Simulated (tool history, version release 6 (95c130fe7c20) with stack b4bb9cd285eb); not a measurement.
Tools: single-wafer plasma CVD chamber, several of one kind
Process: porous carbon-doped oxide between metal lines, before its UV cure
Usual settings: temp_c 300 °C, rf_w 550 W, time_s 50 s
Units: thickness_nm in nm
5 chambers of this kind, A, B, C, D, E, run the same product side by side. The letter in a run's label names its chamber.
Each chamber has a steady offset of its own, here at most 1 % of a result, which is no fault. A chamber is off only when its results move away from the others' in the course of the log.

run,hour,temp_c,rf_w,time_s,"read-back reference wafer on the same gauge, thickness_nm",thickness_nm
1E,12.4,300,550,50,237.90,283.60
2B,22.7,300,550,50,237.92,285.75
3D,30.6,300,550,50,237.88,285.62
4A,43.0,300,550,50,237.82,281.21
5C,50.4,300,550,50,237.85,284.36
6C,61.3,300,550,50,237.75,284.41
7E,67.9,300,550,50,237.74,282.56
8B,74.4,300,550,50,237.75,285.11
9D,83.6,300,550,50,237.61,285.43
10A,94.9,300,550,50,237.56,281.60
11A,101.9,286,550,50,237.61,305.82
12C,109.3,286,550,50,237.58,308.83
13B,119.7,286,550,50,237.51,310.10
14D,130.5,286,550,50,237.51,309.82
15E,143.1,286,550,50,237.44,307.42
16D,149.4,300,550,50,237.46,285.65
17E,158.9,300,550,50,237.41,282.96
18A,168.3,300,550,50,237.35,280.77
19C,174.9,300,550,50,237.37,283.87
20B,181.1,300,485,50,237.37,263.05
21C,187.6,300,485,50,237.30,261.17
22E,199.6,300,485,50,237.20,260.08
23B,210.0,300,485,50,237.17,262.13
24A,221.5,300,485,50,237.17,257.80
25D,234.0,300,550,50,237.14,285.00
26D,240.7,300,550,50,237.13,284.67
27A,246.3,300,550,50,237.14,280.75
28B,254.5,294,625,50,237.02,319.86
29C,261.8,294,625,50,237.02,318.64
30E,269.9,294,625,50,237.03,317.75
31D,278.9,294,625,50,236.97,320.73
32B,285.4,294,625,50,236.98,320.28
33C,294.8,300,550,50,236.96,283.24
34A,305.4,300,550,50,236.95,280.51
35E,313.0,300,550,50,236.85,282.35
36D,319.2,289,550,50,236.79,303.31

Is one chamber off against the others, does the gauge drift, or is nothing wrong? If a chamber is off, say which, and what the likeliest cause is.

The gauge drifts, so all chambers seem to drift together. No chamber is off.
Cause: gauge reads low (%) = 0.503.

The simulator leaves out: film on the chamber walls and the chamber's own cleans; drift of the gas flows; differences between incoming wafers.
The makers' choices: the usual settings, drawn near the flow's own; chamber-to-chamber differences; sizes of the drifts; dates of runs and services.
